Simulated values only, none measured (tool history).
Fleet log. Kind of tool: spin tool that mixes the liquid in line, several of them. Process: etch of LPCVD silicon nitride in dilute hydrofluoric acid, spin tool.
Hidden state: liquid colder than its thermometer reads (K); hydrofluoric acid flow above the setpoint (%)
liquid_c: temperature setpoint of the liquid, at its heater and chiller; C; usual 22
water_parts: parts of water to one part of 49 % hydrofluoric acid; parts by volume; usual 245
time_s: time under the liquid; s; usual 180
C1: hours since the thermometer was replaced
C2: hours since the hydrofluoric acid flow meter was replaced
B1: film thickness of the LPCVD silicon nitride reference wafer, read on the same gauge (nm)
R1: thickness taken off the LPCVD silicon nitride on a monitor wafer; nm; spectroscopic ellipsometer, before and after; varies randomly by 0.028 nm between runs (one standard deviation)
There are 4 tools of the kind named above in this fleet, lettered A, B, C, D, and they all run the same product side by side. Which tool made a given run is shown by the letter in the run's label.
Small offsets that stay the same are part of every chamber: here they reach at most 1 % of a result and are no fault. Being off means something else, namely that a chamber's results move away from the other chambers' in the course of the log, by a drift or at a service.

{"run": "1A", "hour": 4.1, "liquid_c": 22, "water_parts": 245, "time_s": 180, "C1": 1705.4, "C2": 1338.6, "B1": 109.99, "R1": 0.33886}
{"run": "2B", "hour": 6.7, "liquid_c": 22, "water_parts": 245, "time_s": 180, "C1": 152.9, "C2": 71, "B1": 109.99, "R1": 0.32542}
{"run": "3C", "hour": 9.2, "liquid_c": 22, "water_parts": 245, "time_s": 180, "C1": 1554.5, "C2": 1406.5, "B1": 110.01, "R1": 0.35286}
{"run": "4D", "hour": 12.3, "liquid_c": 22, "water_parts": 245, "time_s": 180, "C1": 364.4, "C2": 1211.4, "B1": 110, "R1": 0.35559}
{"run": "5C", "hour": 15.9, "liquid_c": 22, "water_parts": 245, "time_s": 180, "C1": 1561.2, "C2": 1413.2, "B1": 109.98, "R1": 0.32692}
{"run": "6A", "hour": 18.6, "liquid_c": 22, "water_parts": 245, "time_s": 180, "C1": 1719.9, "C2": 1353.1, "B1": 110.02, "R1": 0.37642}
{"run": "7D", "hour": 21.2, "liquid_c": 18.5, "water_parts": 245, "time_s": 130, "C1": 373.3, "C2": 1220.3, "B1": 110.03, "R1": 0.20865}
{"run": "8B", "hour": 24.5, "liquid_c": 18.5, "water_parts": 245, "time_s": 130, "C1": 170.7, "C2": 88.8, "B1": 110, "R1": 0.2125}
{"run": "9A", "hour": 27.5, "liquid_c": 18.5, "water_parts": 245, "time_s": 130, "C1": 1728.8, "C2": 1362, "B1": 109.99, "R1": 0.18462}
{"run": "10B", "hour": 30.0, "liquid_c": 18.5, "water_parts": 245, "time_s": 130, "C1": 176.2, "C2": 94.3, "B1": 109.98, "R1": 0.19764}
{"run": "11C", "hour": 33.1, "liquid_c": 22, "water_parts": 245, "time_s": 180, "C1": 1578.4, "C2": 1430.4, "B1": 109.99, "R1": 0.33472}
{"run": "12D", "hour": 36.3, "liquid_c": 22, "water_parts": 245, "time_s": 180, "C1": 388.4, "C2": 1235.4, "B1": 110, "R1": 0.31475}
{"run": "13D", "hour": 39.5, "liquid_c": 22, "water_parts": 245, "time_s": 180, "C1": 391.6, "C2": 1238.6, "B1": 110.01, "R1": 0.33696}
{"run": "14A", "hour": 41.7, "liquid_c": 22, "water_parts": 245, "time_s": 180, "C1": 1743, "C2": 1376.2, "B1": 109.98, "R1": 0.32814}
{"run": "15C", "hour": 45.5, "liquid_c": 22, "water_parts": 245, "time_s": 180, "C1": 1590.8, "C2": 1442.8, "B1": 110.03, "R1": 0.35846}
{"run": "16B", "hour": 49.3, "liquid_c": 22, "water_parts": 245, "time_s": 180, "C1": 195.5, "C2": 113.6, "B1": 110.02, "R1": 0.31011}
{"run": "17D", "hour": 52.5, "liquid_c": 22, "water_parts": 245, "time_s": 180, "C1": 404.6, "C2": 1251.6, "B1": 109.99, "R1": 0.34466}
{"run": "18B", "hour": 56.5, "liquid_c": 22, "water_parts": 245, "time_s": 180, "C1": 202.7, "C2": 120.8, "B1": 109.99, "R1": 0.32372}
{"run": "19C", "hour": 59.7, "liquid_c": 22, "water_parts": 245, "time_s": 180, "C1": 1605, "C2": 1457, "B1": 110.01, "R1": 0.33471}
{"run": "20A", "hour": 62.0, "liquid_c": 22, "water_parts": 245, "time_s": 180, "C1": 1763.3, "C2": 1396.5, "B1": 110.01, "R1": 0.32179}
{"run": "21C", "hour": 65.5, "liquid_c": 22, "water_parts": 245, "time_s": 180, "C1": 1610.8, "C2": 1462.8, "B1": 109.96, "R1": 0.32732}
{"run": "22B", "hour": 67.8, "liquid_c": 22, "water_parts": 245, "time_s": 180, "C1": 214, "C2": 132.1, "B1": 110, "R1": 0.37975}
{"run": "23A", "hour": 70.2, "liquid_c": 22, "water_parts": 245, "time_s": 180, "C1": 1771.5, "C2": 1404.7, "B1": 110, "R1": 0.30754}
{"run": "24D", "hour": 73.9, "liquid_c": 22, "water_parts": 245, "time_s": 180, "C1": 426, "C2": 1273, "B1": 110.04, "R1": 0.34686}
{"hour": 77.1, "done": "chamber A: thermometer replaced"}
{"run": "25C", "hour": 77.4, "liquid_c": 22, "water_parts": 245, "time_s": 180, "C1": 1622.7, "C2": 1474.7, "B1": 110.02, "R1": 0.2924}
{"hour": 78.2, "done": "chamber C: thermometer replaced"}
{"run": "26A", "hour": 80.8, "liquid_c": 22, "water_parts": 245, "time_s": 180, "C1": 3.8, "C2": 1415.3, "B1": 109.97, "R1": 0.30286}
{"run": "27B", "hour": 82.7, "liquid_c": 22, "water_parts": 245, "time_s": 180, "C1": 228.9, "C2": 147, "B1": 110, "R1": 0.36416}
{"run": "28D", "hour": 84.9, "liquid_c": 22, "water_parts": 245, "time_s": 180, "C1": 437, "C2": 1284, "B1": 110, "R1": 0.33584}
{"run": "29D", "hour": 88.0, "liquid_c": 22, "water_parts": 245, "time_s": 180, "C1": 440.1, "C2": 1287.1, "B1": 109.99, "R1": 0.33618}
{"run": "30B", "hour": 92.2, "liquid_c": 22, "water_parts": 245, "time_s": 180, "C1": 238.4, "C2": 156.5, "B1": 110.04, "R1": 0.31899}
{"run": "31A", "hour": 95.2, "liquid_c": 22, "water_parts": 245, "time_s": 180, "C1": 18.2, "C2": 1429.7, "B1": 109.99, "R1": 0.36821}
{"run": "32C", "hour": 97.3, "liquid_c": 22, "water_parts": 245, "time_s": 180, "C1": 19.1, "C2": 1494.6, "B1": 110.01, "R1": 0.38079}

Read the log: is a single chamber off, either drifting away or since a service, is the gauge that measures every chamber drifting, or is nothing wrong beyond small per-chamber offsets? Name any odd chamber and what most likely caused it.

Neither any chamber nor the gauge drifts; the chambers differ only by their own small, steady offsets.
